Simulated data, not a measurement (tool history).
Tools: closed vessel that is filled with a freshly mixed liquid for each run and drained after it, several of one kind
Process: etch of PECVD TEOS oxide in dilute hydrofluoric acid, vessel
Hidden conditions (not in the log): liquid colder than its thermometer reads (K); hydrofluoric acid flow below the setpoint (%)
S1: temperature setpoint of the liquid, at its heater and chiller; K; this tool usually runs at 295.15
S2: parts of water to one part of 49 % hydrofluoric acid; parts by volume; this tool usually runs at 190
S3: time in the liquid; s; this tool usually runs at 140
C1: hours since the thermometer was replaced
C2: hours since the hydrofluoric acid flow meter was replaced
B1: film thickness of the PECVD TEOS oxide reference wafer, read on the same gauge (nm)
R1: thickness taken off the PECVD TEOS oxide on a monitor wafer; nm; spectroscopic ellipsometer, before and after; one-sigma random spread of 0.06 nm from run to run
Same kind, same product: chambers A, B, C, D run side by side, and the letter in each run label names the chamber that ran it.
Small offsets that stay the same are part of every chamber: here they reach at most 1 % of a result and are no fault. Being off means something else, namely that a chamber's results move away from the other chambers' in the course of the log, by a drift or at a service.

{"day": 0.092, "done": "chamber C: hydrofluoric acid flow meter replaced"}
{"run": "1B", "day": 0.496, "S1": 295.15, "S2": 190, "S3": 140, "C1": 909.9, "C2": 1070.9, "B1": 120, "R1": 11.147}
{"run": "2D", "day": 0.892, "S1": 295.15, "S2": 190, "S3": 140, "C1": 291, "C2": 848.1, "B1": 120, "R1": 11.09}
{"day": 1.1, "done": "chamber A: thermometer replaced"}
{"run": "3C", "day": 1.292, "S1": 295.15, "S2": 190, "S3": 140, "C1": 1335.9, "C2": 28.8, "B1": 119.98, "R1": 11.025}
{"run": "4A", "day": 1.617, "S1": 295.15, "S2": 190, "S3": 140, "C1": 12.4, "C2": 131.9, "B1": 119.99, "R1": 10.952}
{"run": "5A", "day": 1.938, "S1": 295.15, "S2": 190, "S3": 140, "C1": 20.1, "C2": 139.6, "B1": 120, "R1": 10.984}
{"run": "6B", "day": 2.392, "S1": 295.15, "S2": 140, "S3": 100, "C1": 955.4, "C2": 1116.4, "B1": 120, "R1": 11.251}
{"run": "7C", "day": 2.838, "S1": 295.15, "S2": 140, "S3": 100, "C1": 1373, "C2": 65.9, "B1": 120.02, "R1": 11.269}
{"run": "8D", "day": 3.192, "S1": 295.15, "S2": 140, "S3": 100, "C1": 346.2, "C2": 903.3, "B1": 119.98, "R1": 11.342}
{"run": "9B", "day": 3.483, "S1": 295.15, "S2": 140, "S3": 100, "C1": 981.6, "C2": 1142.6, "B1": 119.99, "R1": 11.186}
{"run": "10D", "day": 3.896, "S1": 295.15, "S2": 190, "S3": 140, "C1": 363.1, "C2": 920.2, "B1": 120, "R1": 11.228}
{"run": "11A", "day": 4.275, "S1": 295.15, "S2": 190, "S3": 140, "C1": 76.2, "C2": 195.7, "B1": 120.01, "R1": 11.073}
{"run": "12C", "day": 4.521, "S1": 295.15, "S2": 190, "S3": 140, "C1": 1413.4, "C2": 106.3, "B1": 119.98, "R1": 10.964}
{"run": "13C", "day": 4.812, "S1": 295.15, "S2": 190, "S3": 140, "C1": 1420.4, "C2": 113.3, "B1": 120.01, "R1": 11.076}
{"run": "14D", "day": 5.233, "S1": 295.15, "S2": 190, "S3": 140, "C1": 395.2, "C2": 952.3, "B1": 120, "R1": 11.187}
{"day": 5.396, "done": "chamber C: thermometer replaced"}
{"run": "15B", "day": 5.721, "S1": 295.15, "S2": 190, "S3": 140, "C1": 1035.3, "C2": 1196.3, "B1": 119.99, "R1": 10.98}
{"run": "16A", "day": 5.975, "S1": 295.15, "S2": 190, "S3": 140, "C1": 117, "C2": 236.5, "B1": 120, "R1": 11.081}
{"run": "17D", "day": 6.45, "S1": 295.15, "S2": 190, "S3": 140, "C1": 424.4, "C2": 981.5, "B1": 120, "R1": 11.09}
{"run": "18B", "day": 6.862, "S1": 295.15, "S2": 190, "S3": 140, "C1": 1062.7, "C2": 1223.7, "B1": 120, "R1": 11.041}
{"run": "19A", "day": 7.179, "S1": 295.15, "S2": 190, "S3": 140, "C1": 145.9, "C2": 265.4, "B1": 119.98, "R1": 11.086}
{"run": "20C", "day": 7.442, "S1": 295.15, "S2": 190, "S3": 140, "C1": 49.2, "C2": 176.4, "B1": 120, "R1": 11.144}
{"run": "21A", "day": 7.762, "S1": 295.15, "S2": 190, "S3": 140, "C1": 159.9, "C2": 279.4, "B1": 120.02, "R1": 10.926}
{"run": "22B", "day": 8.05, "S1": 295.15, "S2": 190, "S3": 140, "C1": 1091.2, "C2": 1252.2, "B1": 119.97, "R1": 10.915}
{"run": "23C", "day": 8.504, "S1": 295.15, "S2": 190, "S3": 140, "C1": 74.7, "C2": 201.9, "B1": 120, "R1": 11.148}
{"run": "24D", "day": 8.95, "S1": 295.15, "S2": 190, "S3": 140, "C1": 484.4, "C2": 1041.5, "B1": 120, "R1": 11.222}
{"run": "25D", "day": 9.283, "S1": 295.15, "S2": 190, "S3": 140, "C1": 492.4, "C2": 1049.5, "B1": 119.99, "R1": 11.173}
{"run": "26C", "day": 9.729, "S1": 295.15, "S2": 190, "S3": 140, "C1": 104.1, "C2": 231.3, "B1": 119.99, "R1": 10.963}
{"run": "27B", "day": 10.129, "S1": 295.15, "S2": 190, "S3": 140, "C1": 1141.1, "C2": 1302.1, "B1": 120, "R1": 11.034}
{"run": "28A", "day": 10.525, "S1": 298.15, "S2": 190, "S3": 140, "C1": 226.2, "C2": 345.7, "B1": 120, "R1": 12.347}
{"run": "29A", "day": 10.95, "S1": 298.15, "S2": 190, "S3": 140, "C1": 236.4, "C2": 355.9, "B1": 119.99, "R1": 12.348}

Read the log: is a single chamber off, either drifting away or since a service, is the gauge that measures every chamber drifting, or is nothing wrong beyond small per-chamber offsets? Name any odd chamber and what most likely caused it.

Nothing is wrong: each chamber keeps only its own small, steady offset and the gauge holds still.
